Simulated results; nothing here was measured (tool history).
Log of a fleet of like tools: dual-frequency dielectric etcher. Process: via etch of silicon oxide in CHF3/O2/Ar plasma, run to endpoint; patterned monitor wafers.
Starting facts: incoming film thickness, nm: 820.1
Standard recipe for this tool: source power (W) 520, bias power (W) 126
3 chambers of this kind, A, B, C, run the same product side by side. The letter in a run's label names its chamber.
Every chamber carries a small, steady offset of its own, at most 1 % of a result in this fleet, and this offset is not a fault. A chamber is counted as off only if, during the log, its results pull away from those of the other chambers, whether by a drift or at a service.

| run | hour | source power (W) | bias power (W) | endpoint time (s) |
|---|---|---|---|---|
| 1C | 7 | 520 | 126 | 490.19 |
| 2A | 13.1 | 520 | 126 | 497.31 |
| 3B | 17 | 520 | 126 | 492.47 |
| 4A | 21 | 520 | 126 | 490.78 |
| 5B | 27.2 | 470 | 96 | 554.42 |
| 6C | 32.9 | 470 | 96 | 551.45 |
| 7B | 37.8 | 470 | 96 | 547.76 |
| 8C | 44.3 | 520 | 126 | 490.34 |
| 9A | 49.2 | 520 | 126 | 494.08 |
| 10C | 53.9 | 520 | 126 | 491.6 |
| 11B | 60.7 | 520 | 126 | 485.22 |
| 12A | 64.6 | 520 | 126 | 494.8 |
| 13B | 68.4 | 520 | 126 | 490.92 |
| 14C | 74.9 | 520 | 126 | 493.08 |
| 15A | 82.3 | 520 | 126 | 489.08 |
| 16B | 89.1 | 520 | 126 | 492.36 |
| 17A | 94.7 | 520 | 126 | 500.89 |
| 18C | 98.5 | 520 | 126 | 487.91 |
| 19B | 102 | 520 | 126 | 489.73 |
|  | 105.4 | chamber B: wet clean of the chamber |
| 20C | 106.7 | 520 | 126 | 490.24 |
| 21A | 110.7 | 520 | 126 | 493.83 |
| 22C | 115.9 | 520 | 126 | 487.59 |
| 23B | 121.7 | 520 | 126 | 486.04 |
| 24A | 129.3 | 520 | 126 | 496.02 |
| 25A | 134.6 | 520 | 126 | 490.7 |

Which is it: a chamber that has drifted or been left off by a service, a gauge drift common to all chambers, or only each chamber's usual small offset? If a chamber is off, name it and its likeliest cause.

Nothing is wrong: each chamber keeps only its own small, steady offset and the gauge holds still.

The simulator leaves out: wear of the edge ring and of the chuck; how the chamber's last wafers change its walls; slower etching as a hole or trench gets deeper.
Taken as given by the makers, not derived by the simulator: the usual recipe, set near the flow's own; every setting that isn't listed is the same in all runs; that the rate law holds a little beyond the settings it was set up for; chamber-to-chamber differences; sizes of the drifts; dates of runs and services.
